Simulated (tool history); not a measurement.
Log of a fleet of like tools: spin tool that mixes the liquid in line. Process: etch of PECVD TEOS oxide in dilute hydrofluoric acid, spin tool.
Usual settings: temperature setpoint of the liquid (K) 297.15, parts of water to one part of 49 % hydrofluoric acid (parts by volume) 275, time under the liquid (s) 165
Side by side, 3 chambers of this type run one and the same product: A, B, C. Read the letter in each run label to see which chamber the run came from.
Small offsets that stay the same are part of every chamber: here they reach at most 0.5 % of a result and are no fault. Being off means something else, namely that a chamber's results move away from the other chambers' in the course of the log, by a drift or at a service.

run   hour  temperature setpoint of the liquid (K)  parts of water to one part of 49 % hydrofluoric acid (parts by volume)  time under the liquid (s)  hours since the thermometer was replaced  hours since the hydrofluoric acid flow meter was replaced  read-back film thickness of the PECVD TEOS oxide reference wafer, read on the same gauge (nm)  thickness taken off the PECVD TEOS oxide on a monitor wafer (angstrom)
 1C   10.7                                  297.15                                                                     275                        165                                    1312.9                                                     1094.6                                                                                         59.969                                                                  101.84
 2A   21.3                                  297.15                                                                     275                        165                                     465.5                                                        763                                                                                         60.001                                                                  102.46
 3B   33.5                                  297.15                                                                     275                        165                                    2345.5                                                        798                                                                                         60.013                                                                     102
 4A   40.6                                  297.15                                                                     275                        165                                     484.8                                                      782.3                                                                                         59.956                                                                  102.97
 5B   48.7                                  297.15                                                                     275                        165                                    2360.7                                                      813.2                                                                                         60.031                                                                  101.97
 6C   63.7                                  297.15                                                                     275                        165                                    1365.9                                                     1147.6                                                                                         60.037                                                                  102.07
 7A     78                                  297.15                                                                     275                        165                                     522.2                                                      819.7                                                                                         59.986                                                                  102.76
 8B   92.1                                  297.15                                                                     275                        165                                    2404.1                                                      856.6                                                                                         59.985                                                                  102.62
 9C  106.7                                  297.15                                                                     165                        165                                    1408.9                                                     1190.6                                                                                         60.006                                                                   192.4
     109.9  -- chamber B: thermometer replaced
10C  119.3                                  297.15                                                                     165                        165                                    1421.5                                                     1203.2                                                                                         60.016                                                                  192.06
11B  126.2                                  297.15                                                                     165                        165                                      16.4                                                      890.7                                                                                         60.004                                                                   193.4
12A  137.3                                  297.15                                                                     275                        165                                     581.5                                                        879                                                                                         59.996                                                                  101.51
13C  145.4                                  297.15                                                                     275                        165                                    1447.6                                                     1229.3                                                                                         59.981                                                                  102.51
14A  160.4                                  297.15                                                                     275                        165                                     604.6                                                      902.1                                                                                         60.011                                                                  102.15
15B  174.8                                  297.15                                                                     275                        250                                        65                                                      939.3                                                                                          60.02                                                                  155.42
16B  183.2                                  297.15                                                                     275                        250                                      73.4                                                      947.7                                                                                         59.969                                                                  154.06
17C  195.6                                  297.15                                                                     275                        250                                    1497.8                                                     1279.5                                                                                         60.006                                                                  155.61
18A    204                                  297.15                                                                     275                        165                                     648.2                                                      945.7                                                                                         59.992                                                                  103.82
19B  217.4                                  297.15                                                                     275                        165                                     107.6                                                      981.9                                                                                         59.965                                                                  101.79
20A  232.9                                  297.15                                                                     275                        165                                     677.1                                                      974.6                                                                                         59.982                                                                  102.14
21C  247.9                                  297.15                                                                     275                        165                                    1550.1                                                     1331.8                                                                                         60.002                                                                  102.28
22B  255.5                                  297.15                                                                     275                        165                                     145.7                                                       1020                                                                                         60.004                                                                  101.92
23A  270.6                                  297.15                                                                     275                        165                                     714.8                                                     1012.3                                                                                         59.966                                                                  103.88
24C  286.2                                  297.15                                                                     275                        165                                    1588.4                                                     1370.1                                                                                         60.007                                                                  102.32
25A  299.5                                  297.15                                                                     275                        165                                     743.7                                                     1041.2                                                                                         59.983                                                                  103.32
26B  314.9                                  301.15                                                                     275                        245                                     205.1                                                     1079.4                                                                                          60.04                                                                  172.91
27C  328.8                                  301.15                                                                     275                        245                                      1631                                                     1412.7                                                                                          59.99                                                                  174.55
28B  343.2                                  301.15                                                                     275                        245                                     233.4                                                     1107.7                                                                                         60.024                                                                  174.24
29C    357                                  297.15                                                                     275                        165                                    1659.2                                                     1440.9                                                                                         60.014                                                                  103.55
30A  371.8                                  297.15                                                                     275                        165                                       816                                                     1113.5                                                                                         59.976                                                                  104.03
31B  385.6                                  299.15                                                                     275                         70                                     275.8                                                     1150.1                                                                                         59.987                                                                   46.47
32A  396.6                                  299.15                                                                     275                         70                                     840.8                                                     1138.3                                                                                         60.008                                                                  47.671
33C  405.2                                  299.15                                                                     275                         70                                    1707.4                                                     1489.1                                                                                         59.998                                                                   46.55
34A  419.7                                  297.15                                                                     275                        165                                     863.9                                                     1161.4                                                                                         59.968                                                                  104.79
35C  432.3                                  297.15                                                                     275                        165                                    1734.5                                                     1516.2                                                                                          59.98                                                                  102.41
36B  445.1                                  297.15                                                                     275                        165                                     335.3                                                     1209.6                                                                                         59.978                                                                   102.3
37C  459.1                                  297.15                                                                     275                        165                                    1761.3                                                       1543                                                                                         60.003                                                                  102.43
38B  469.1                                  297.15                                                                     275                        165                                     359.3                                                     1233.6                                                                                         59.998                                                                  101.38
39A  477.2                                  297.15                                                                     275                        165                                     921.4                                                     1218.9                                                                                         60.007                                                                  105.59
40A  490.8                                  297.15                                                                     275                        165                                       935                                                     1232.5                                                                                         60.004                                                                   105.1
41C  497.7                                  297.15                                                                     275                        165                                    1799.9                                                     1581.6                                                                                          59.97                                                                  102.81
42B  510.5                                  297.15                                                                     275                        165                                     400.7                                                       1275                                                                                         59.984                                                                   102.4
43B  520.9                                  297.15                                                                     275                        165                                     411.1                                                     1285.4                                                                                         60.022                                                                  101.36
44C    534                                  297.15                                                                     275                        165                                    1836.2                                                     1617.9                                                                                         60.016                                                                  101.58

Decide between three cases: one chamber stands off from its peers, the gauge reading all wafers drifts, or nothing is wrong past each chamber's small offset. Where a chamber is off, say which and what most likely put it there.

Chamber A drifts away from the others.
Likeliest cause: hydrofluoric acid flow above the setpoint (%) = 2.99.
With only this log, it may be confused with: liquid hotter than its thermometer reads (K).

Below are 4 candidate recipes for chamber A's next run, each the usual settings with a change, their results shown as question marks. Which of them brings A's results back in line with what the other chambers give on the usual settings?
In line here means within this much of the mean the other chambers give on the usual settings: thickness taken off the PECVD TEOS oxide on a monitor wafer (angstrom) 1.8
45A-1  545.3                                  298.15                                                                     275                        165                                                                                                                                                                                                                                                                           ?
45A-2  545.3                                  297.15                                                                     275                        160                                                                                                                                                                                                                                                                           ?
45A-3  545.3                                  297.15                                                                     275                        155                                                                                                                                                                                                                                                                           ?
45A-4  545.3                                  297.15                                                                     260                        165                                                                                                                                                                                                                                                                           ?

What the other chambers average on the usual settings: thickness taken off the PECVD TEOS oxide on a monitor wafer (angstrom) 102.22
  run  thickness taken off the PECVD TEOS oxide on a monitor wafer (angstrom)
45A-1                                                                  110.03
45A-2                                                                  103.04
45A-3                                                                  99.816
45A-4                                                                  114.04
With 45A-2, the chamber falls back in line with the rest.
